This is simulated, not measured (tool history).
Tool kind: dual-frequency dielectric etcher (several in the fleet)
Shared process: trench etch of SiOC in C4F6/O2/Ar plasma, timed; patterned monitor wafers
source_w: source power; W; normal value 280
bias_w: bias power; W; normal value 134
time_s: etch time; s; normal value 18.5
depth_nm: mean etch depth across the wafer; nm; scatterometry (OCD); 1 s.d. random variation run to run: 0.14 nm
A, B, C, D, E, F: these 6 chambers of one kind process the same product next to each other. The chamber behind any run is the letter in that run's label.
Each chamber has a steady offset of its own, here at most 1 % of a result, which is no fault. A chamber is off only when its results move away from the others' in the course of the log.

run   hour  source_w  bias_w  time_s  read-back reference wafer on the same gauge, depth_nm  depth_nm
 1C   10.3       280     134    18.5                                                 24.497    30.674
      13.5  -- chamber B: source power generator calibrated
 2B   16.8       280     134    18.5                                                  24.49    30.373
 3E   24.5       280     134    18.5                                                  24.49    30.712
 4D   34.2       280     134    18.5                                                 24.508    30.545
 5F   39.6       280     134    18.5                                                 24.505    29.974
        44  -- chamber D: wet clean of the chamber
      47.6  -- chamber A: wet clean of the chamber
 6A   51.6       280     134    18.5                                                 24.489    30.347
 7A     59       280     134    18.5                                                 24.502    30.489
 8D   67.8       280     157    18.5                                                 24.504    32.236
 9B   77.4       280     157    18.5                                                 24.495    32.019
10F   86.4       280     157    18.5                                                 24.507    31.648
11C     96       280     157    18.5                                                 24.502    32.087
12E  101.6       280     157    18.5                                                 24.496    32.242
13F  112.7       280     157    18.5                                                 24.518    31.603
14E  122.5       280     134    18.5                                                 24.508    30.637
15C  128.2       280     134    18.5                                                 24.511    30.652
16B  139.5       280     134    18.5                                                  24.51    30.277
17D  145.1       280     134    18.5                                                 24.488    30.475
18A  154.3       280     134    18.5                                                 24.496    30.335
     156.4  -- chamber C: bias power generator calibrated
     162.4  -- chamber E: wet clean of the chamber
19C  162.7       280     134    18.5                                                 24.485    30.848
20A    168       230     134    18.5                                                 24.512    27.966
21F  174.3       230     134    18.5                                                 24.517    27.894
22B  182.2       230     134    18.5                                                 24.507    28.176
23D  189.3       230     134    18.5                                                 24.483    28.288
     189.4  -- chamber C: wet clean of the chamber
24E  196.6       230     134    18.5                                                 24.522    29.824
25F  206.7       230     134    18.5                                                 24.501     27.95
26E  215.8       280     134    18.5                                                 24.521    31.864
27D  222.5       280     134    18.5                                                 24.491    30.519
28B  233.5       280     134    18.5                                                 24.497    30.598
29A  240.8       280     134    18.5                                                 24.476    30.277
30C    252       280     134    18.5                                                 24.507     30.72
31A  260.2       280     134    18.5                                                 24.508    30.199
32F  265.7       280     134    18.5                                                 24.481    30.311
33B  276.2       320     134    21.5                                                 24.494    37.394
     281.3  -- chamber B: wet clean of the chamber
34E  282.9       320     134    21.5                                                 24.488    39.366
35C  294.8       320     134    21.5                                                 24.501    37.608
36D  302.5       320     134    21.5                                                 24.508    37.407
37B  313.8       320     134    21.5                                                 24.477    37.094
38A  323.1       320     134    21.5                                                 24.504    36.939
39D  333.8       280     134    18.5                                                 24.483    30.665
40E  340.4       280     134    18.5                                                 24.522     31.97
41C    346       280     134    18.5                                                 24.501    30.831

Next, all 6 chambers run the settings below, one line each with question marks for the results. What does each chamber give?
42A  354.7       280     121    18.5                                                                ?
42B  354.7       280     121    18.5                                                                ?
42C  354.7       280     121    18.5                                                                ?
42D  354.7       280     121    18.5                                                                ?
42E  354.7       280     121    18.5                                                                ?
42F  354.7       280     121    18.5                                                                ?

run  depth_nm
42A    29.445
42B    29.472
42C    29.594
42D     29.54
42E    31.239
42F    29.371
